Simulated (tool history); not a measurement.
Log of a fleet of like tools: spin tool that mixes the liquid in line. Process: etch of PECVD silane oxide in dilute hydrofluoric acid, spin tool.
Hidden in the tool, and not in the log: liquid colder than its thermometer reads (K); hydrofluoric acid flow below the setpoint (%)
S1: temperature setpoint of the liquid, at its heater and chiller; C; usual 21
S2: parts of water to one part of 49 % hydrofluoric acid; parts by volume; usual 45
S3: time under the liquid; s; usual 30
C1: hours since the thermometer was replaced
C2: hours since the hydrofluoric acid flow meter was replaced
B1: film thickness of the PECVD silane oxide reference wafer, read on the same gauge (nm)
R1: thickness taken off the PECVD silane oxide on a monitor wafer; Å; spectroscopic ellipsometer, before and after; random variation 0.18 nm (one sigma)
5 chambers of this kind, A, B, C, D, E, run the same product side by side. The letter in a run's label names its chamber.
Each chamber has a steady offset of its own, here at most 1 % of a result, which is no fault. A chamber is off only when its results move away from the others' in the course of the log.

run     day  S1  S2  S3      C1      C2      B1      R1
 1A   0.312  21  45  30  1206.9  1544.6  30.026  248.07
 2B   0.679  21  45  30  2409.9   489.9  29.992  242.51
      0.992  -- chamber D: thermometer replaced
 3C   1.071  21  45  30  1867.2  1570.8  29.998  244.17
 4E   1.375  21  45  30   468.3   964.1  30.009  249.41
      1.592  -- chamber C: thermometer replaced
 5D   1.654  21  45  40    15.9   829.7  30.011  324.89
 6B   1.971  21  45  40  2440.9   520.9  29.988  323.94
      2.133  -- chamber B: hydrofluoric acid flow meter replaced
        2.2  -- chamber B: thermometer replaced
 7A   2.229  21  45  40  1252.9  1590.6  29.986  328.35
 8D     2.5  21  45  40    36.2     850  29.993  320.04
 9C   2.788  21  45  40    28.7    1612  30.014  328.99
10E   3.204  21  45  30   512.2    1008  30.001  243.39
11B    3.45  21  45  30    30.1    31.6  30.015  246.04
12E   3.633  21  45  30   522.5  1018.3  29.983  245.61
13D   3.858  21  35  30    68.8   882.6  30.001  316.93
14A   4.158  21  35  30  1299.2  1636.9  30.005  320.02
15C   4.392  21  35  30    67.2  1650.5  30.003  318.27
16B   4.588  21  35  30    57.4    58.9  29.983  322.03
17E   4.996  21  35  30   555.2    1051  29.994  312.68
18A   5.379  21  45  30  1328.5  1666.2   29.99  244.34
19C   5.738  21  45  30    99.5  1682.8  29.999  247.49
20D   6.104  24  45  30   122.7   936.5   30.01   274.8
      6.125  -- chamber E: hydrofluoric acid flow meter replaced
21A   6.342  24  45  30  1351.6  1689.3  30.019   279.8
22B   6.692  24  45  30   107.9   109.4  29.971  276.96
23E   7.008  24  45  30   603.5    21.3  29.974  267.42
24C   7.208  24  45  30   134.8  1718.1  30.018  276.91
25D   7.562  18  35  30   157.7   971.5      30  274.86
26D   7.938  18  35  30   166.7   980.5  29.999  273.76
27C   8.233  18  35  30   159.4  1742.7  29.993  277.79
28E   8.525  18  35  30   639.9    57.7  29.988  264.53
29A   8.921  18  35  30  1413.5  1751.2  29.995  283.95
30B    9.15  21  45  40   166.9   168.4  29.994  327.58
31B   9.542  21  45  40   176.3   177.8  30.007  321.85
32D   9.796  21  45  40   211.3  1025.1  29.978  323.32
33C  10.117  21  45  40   204.6  1787.9  30.005   327.3
34E  10.458  21  45  40   686.3   104.1  30.001  306.81
35A  10.829  21  45  30  1459.3    1797  30.003  247.03

Next, every chamber runs the same settings. What will each give?
36A  11.129  21  45  30               ?
36B  11.129  21  45  30               ?
36C  11.129  21  45  30               ?
36D  11.129  21  45  30               ?
36E  11.129  21  45  30               ?

run      R1
36A  248.06
36B  245.18
36C  247.47
36D   241.7
36E  230.17
